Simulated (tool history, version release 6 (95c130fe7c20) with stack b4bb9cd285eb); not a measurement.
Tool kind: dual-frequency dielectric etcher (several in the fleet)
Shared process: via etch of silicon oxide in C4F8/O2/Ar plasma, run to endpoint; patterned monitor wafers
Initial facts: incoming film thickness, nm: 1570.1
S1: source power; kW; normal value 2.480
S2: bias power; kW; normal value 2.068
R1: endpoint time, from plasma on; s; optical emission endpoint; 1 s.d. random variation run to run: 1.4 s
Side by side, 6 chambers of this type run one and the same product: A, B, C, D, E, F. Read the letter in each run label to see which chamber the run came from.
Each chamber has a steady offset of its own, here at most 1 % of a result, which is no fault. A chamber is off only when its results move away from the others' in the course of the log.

run,day,S1,S2,R1
# day 0.379: chamber C: bias power generator calibrated
1D,0.496,2.480,2.068,280.85
2A,0.771,2.480,2.068,279.73
# day 0.933: chamber D: wet clean of the chamber
3F,1.238,2.480,2.068,278.19
4C,1.567,2.480,2.068,280.75
5E,1.996,2.480,2.068,279.35
6B,2.417,2.480,2.068,279.89
7B,2.650,2.480,2.068,281.67
8E,2.883,2.480,2.068,279.39
9F,3.317,2.480,2.068,280.49
10A,3.571,2.480,2.068,281.40
11C,4.075,2.480,2.068,281.29
12D,4.558,2.480,2.068,280.57
13F,5.071,2.480,2.068,280.79
14B,5.375,2.780,2.068,268.01
# day 5.592: chamber A: wet clean of the chamber
15C,5.858,2.780,2.068,266.56
16E,6.329,2.780,2.068,267.08
# day 6.454: chamber F: wet clean of the chamber
# day 6.471: chamber B: wet clean of the chamber
17A,6.575,2.780,2.068,269.69
18D,7.038,2.780,2.068,269.29
19D,7.375,2.780,2.068,270.22
20C,7.871,2.480,2.068,281.89
21F,8.262,3.050,2.068,257.33
22B,8.762,3.050,2.068,260.03
23E,9.000,3.050,2.068,257.01
24A,9.362,3.050,2.068,257.91
25E,9.846,3.050,2.068,254.82
26B,10.100,3.050,2.068,258.16
27A,10.562,2.480,2.068,279.15
28F,10.817,2.480,2.068,279.57
29D,11.267,2.480,2.068,281.60
30C,11.633,2.480,2.068,280.37
31A,11.946,2.480,2.068,281.35
32F,12.271,2.480,2.068,280.38
33B,12.604,2.480,2.068,280.69
34C,13.012,2.480,2.068,280.09
35D,13.288,2.800,2.068,269.69
36E,13.621,2.800,2.068,262.64
37F,14.142,2.800,2.068,267.31
38B,14.658,2.800,2.068,264.34
39D,14.967,2.800,2.068,266.35
40A,15.275,2.800,2.068,267.60

Next, all 6 chambers run the settings below, one line each with question marks for the results. What does each chamber give?
41A,15.646,2.480,2.068,?
41B,15.646,2.480,2.068,?
41C,15.646,2.480,2.068,?
41D,15.646,2.480,2.068,?
41E,15.646,2.480,2.068,?
41F,15.646,2.480,2.068,?

run,R1
41A,281.40
41B,278.15
41C,279.30
41D,281.14
41E,281.80
41F,279.91
